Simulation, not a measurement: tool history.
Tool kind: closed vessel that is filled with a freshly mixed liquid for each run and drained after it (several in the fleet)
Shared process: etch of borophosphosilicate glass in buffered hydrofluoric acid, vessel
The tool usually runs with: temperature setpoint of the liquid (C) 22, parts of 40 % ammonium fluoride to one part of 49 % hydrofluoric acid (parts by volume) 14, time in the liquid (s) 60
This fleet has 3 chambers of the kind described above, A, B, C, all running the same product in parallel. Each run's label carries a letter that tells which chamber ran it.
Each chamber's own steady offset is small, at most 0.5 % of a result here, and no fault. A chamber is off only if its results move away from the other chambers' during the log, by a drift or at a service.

run	day	temperature setpoint of the liquid (C)	parts of 40 % ammonium fluoride to one part of 49 % hydrofluoric acid (parts by volume)	time in the liquid (s)	read-back film thickness of the borophosphosilicate glass reference wafer, read on the same gauge (nm)	thickness taken off the borophosphosilicate glass on a monitor wafer (nm)
1A	0.646	22	14	60	109.93	66.095
2B	0.95	22	14	60	109.99	66.475
3C	1.596	22	14	60	110.02	66.436
4A	2.012	22	14	60	109.97	66.205
5C	2.446	22	14	60	110.02	66.721
6B	3.033	22	14	60	109.97	66.839
7B	3.375	22	14	60	110.01	66.419
# day 3.454: chamber C: thermometer replaced
8C	3.692	22	14	60	109.98	66.767
9A	4.138	22	14	60	110.02	66.047
10C	4.754	22	14	60	110.06	66.258
11B	5.175	22	14	60	110.01	67.125
# day 5.529: chamber A: hydrofluoric acid flow meter replaced
12A	5.754	22	14	60	110.04	66.774
13C	6.196	22	14	60	110	66.881
14B	6.554	22	11.5	85	109.95	116.29
15A	6.846	22	11.5	85	109.97	114.54
16B	7.392	22	11.5	85	110.04	117.07
17A	7.975	22	14	60	109.98	66.669
18C	8.604	22	14	60	109.95	66.498
19C	8.896	22	14	60	109.99	66.809
20A	9.562	22	14	60	110.04	66.546
21B	10.179	22	14	60	110.02	68.427
22B	10.792	22	17.5	60	109.96	55.309
23A	11.142	22	17.5	60	110	53.183
24C	11.683	22	17.5	60	109.98	53.613
25B	12.254	22	14	60	109.97	69.814
26A	12.592	22	14	60	109.97	66.348
27C	13.021	22	17.5	50	110.01	44.083
28C	13.367	22	17.5	50	109.99	44.463
29A	14.021	22	17.5	50	109.98	44.342
30B	14.5	22	14	60	110.03	70.267
31C	14.912	22	14	60	110.01	66.531
# day 15.1: chamber A: thermometer replaced
32B	15.467	22	14	60	109.98	71.021
33A	16.05	22	14	60	110.05	66.149

What goes on in this fleet: one chamber off, a drifting gauge, or nothing beyond the chambers' own small offsets? Name the chamber and the cause, if any.

Little by little, chamber B moves away from the other chambers.
Likeliest cause: liquid hotter than its thermometer reads (K) = 1.22.
The log might look much the same if the cause were instead: hydrofluoric acid flow above the setpoint (%).

Which of the 4 candidates below, each the usual settings with something changed and its results left as question marks, puts chamber B back in line with what the other chambers give on the usual settings?
In line means no further than this from the other chambers' mean on the usual settings: thickness taken off the borophosphosilicate glass on a monitor wafer (nm) 1.2
34B-1	16.529	22	15	60		?
34B-2	16.529	22	14.5	55		?
34B-3	16.529	22	13	60		?
34B-4	16.529	22	13.5	65		?

Usual-settings mean across the other chambers: thickness taken off the borophosphosilicate glass on a monitor wafer (nm) 66.408
run	thickness taken off the borophosphosilicate glass on a monitor wafer (nm)
34B-1	66.321
34B-2	62.894
34B-3	76.536
34B-4	79.839
The right change is 34B-1: it brings the chamber back within the allowed miss of the others.
